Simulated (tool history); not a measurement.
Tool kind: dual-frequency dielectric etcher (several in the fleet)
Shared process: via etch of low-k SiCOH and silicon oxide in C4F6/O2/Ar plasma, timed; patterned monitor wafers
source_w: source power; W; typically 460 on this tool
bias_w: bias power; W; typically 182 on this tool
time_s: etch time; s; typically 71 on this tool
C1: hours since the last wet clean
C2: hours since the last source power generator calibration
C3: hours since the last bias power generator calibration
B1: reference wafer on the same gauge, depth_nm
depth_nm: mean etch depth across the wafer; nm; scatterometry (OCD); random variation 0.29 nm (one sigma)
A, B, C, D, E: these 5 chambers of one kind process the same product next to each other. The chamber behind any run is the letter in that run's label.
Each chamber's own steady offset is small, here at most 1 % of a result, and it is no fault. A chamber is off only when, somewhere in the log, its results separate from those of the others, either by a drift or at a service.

Run 1B, day 0.175: usual settings; C1 99.6; C2 1195.2; C3 292.9; B1 228.98. Result: depth_nm 212.79 nm.
Run 2E, day 0.338: usual settings; C1 443.8; C2 2890.5; C3 2040.0; B1 228.96. Result: depth_nm 211.19 nm.
Run 3A, day 0.429: usual settings; C1 181.1; C2 894.3; C3 142.2; B1 228.87. Result: depth_nm 209.43 nm.
Run 4D, day 0.596: usual settings; C1 404.5; C2 3685.5; C3 5199.7; B1 228.85. Result: depth_nm 210.97 nm.
Run 5C, day 0.767: usual settings; C1 104.5; C2 457.6; C3 1119.1; B1 228.82. Result: depth_nm 211.76 nm.
Run 6C, day 0.917: usual settings; C1 108.1; C2 461.2; C3 1122.7; B1 228.78. Result: depth_nm 211.61 nm.
Run 7D, day 1.096: usual settings; C1 416.5; C2 3697.5; C3 5211.7; B1 228.68. Result: depth_nm 210.49 nm.
At day 1.150: chamber D: bias power generator calibrated.
Run 8E, day 1.271: usual settings; C1 466.2; C2 2912.9; C3 2062.4; B1 228.63. Result: depth_nm 210.55 nm.
Run 9A, day 1.404: usual settings; C1 204.5; C2 917.7; C3 165.6; B1 228.61. Result: depth_nm 209.61 nm.
Run 10B, day 1.496: usual settings; C1 131.3; C2 1226.9; C3 324.6; B1 228.64. Result: depth_nm 212.47 nm.
Run 11C, day 1.592: usual settings; C1 124.3; C2 477.4; C3 1138.9; B1 228.60. Result: depth_nm 211.52 nm.
Run 12E, day 1.700: usual settings; C1 476.5; C2 2923.2; C3 2072.7; B1 228.53. Result: depth_nm 210.86 nm.
Run 13A, day 1.896: usual settings; C1 216.3; C2 929.5; C3 177.4; B1 228.53. Result: depth_nm 209.52 nm.
Run 14D, day 2.038: usual settings; C1 439.1; C2 3720.1; C3 21.3; B1 228.44. Result: depth_nm 209.67 nm.
Run 15B, day 2.229: usual settings; C1 148.9; C2 1244.5; C3 342.2; B1 228.39. Result: depth_nm 212.09 nm.
Run 16E, day 2.408: usual settings; C1 493.5; C2 2940.2; C3 2089.7; B1 228.37. Result: depth_nm 210.53 nm.
Run 17C, day 2.575: usual settings; C1 147.9; C2 501.0; C3 1162.5; B1 228.36. Result: depth_nm 211.62 nm.
Run 18A, day 2.783: usual settings; C1 237.6; C2 950.8; C3 198.7; B1 228.28. Result: depth_nm 209.47 nm.
Run 19D, day 2.896: usual settings; C1 459.7; C2 3740.7; C3 41.9; B1 228.23. Result: depth_nm 209.33 nm.
Run 20B, day 3.025: usual settings; C1 168.0; C2 1263.6; C3 361.3; B1 228.27. Result: depth_nm 211.51 nm.
Run 21B, day 3.133: usual settings; C1 170.6; C2 1266.2; C3 363.9; B1 228.16. Result: depth_nm 211.60 nm.
Run 22A, day 3.225: usual settings; C1 248.2; C2 961.4; C3 209.3; B1 228.09. Result: depth_nm 208.51 nm.
Run 23C, day 3.342: usual settings; C1 166.3; C2 519.4; C3 1180.9; B1 228.13. Result: depth_nm 210.60 nm.
Run 24D, day 3.521: usual settings; C1 474.7; C2 3755.7; C3 56.9; B1 228.12. Result: depth_nm 209.69 nm.
Run 25E, day 3.700: usual settings; C1 524.5; C2 2971.2; C3 2120.7; B1 227.92. Result: depth_nm 210.57 nm.
Run 26C, day 3.892: usual settings; C1 179.5; C2 532.6; C3 1194.1; B1 227.96. Result: depth_nm 210.46 nm.
Run 27B, day 4.058: usual settings but bias_w 154 W, time_s 62 s; C1 192.8; C2 1288.4; C3 386.1; B1 227.86. Result: depth_nm 175.15 nm.
Run 28D, day 4.225: usual settings but bias_w 154 W, time_s 62 s; C1 491.6; C2 3772.6; C3 73.8; B1 227.95. Result: depth_nm 173.80 nm.
Run 29E, day 4.429: usual settings but bias_w 154 W, time_s 62 s; C1 542.0; C2 2988.7; C3 2138.2; B1 227.86. Result: depth_nm 173.99 nm.
Run 30A, day 4.583: usual settings but bias_w 154 W, time_s 62 s; C1 280.8; C2 994.0; C3 241.9; B1 227.79. Result: depth_nm 173.04 nm.
Run 31B, day 4.742: usual settings but bias_w 154 W, time_s 62 s; C1 209.2; C2 1304.8; C3 402.5; B1 227.72. Result: depth_nm 175.56 nm.

Read the log: is a single chamber off, either drifting away or since a service, is the gauge that measures every chamber drifting, or is nothing wrong beyond small per-chamber offsets? Name any odd chamber and what most likely caused it.

The shared gauge is drifting. All chambers look as if they move in step, but none is off.
Likeliest cause: gauge reads low (%) = 0.564.
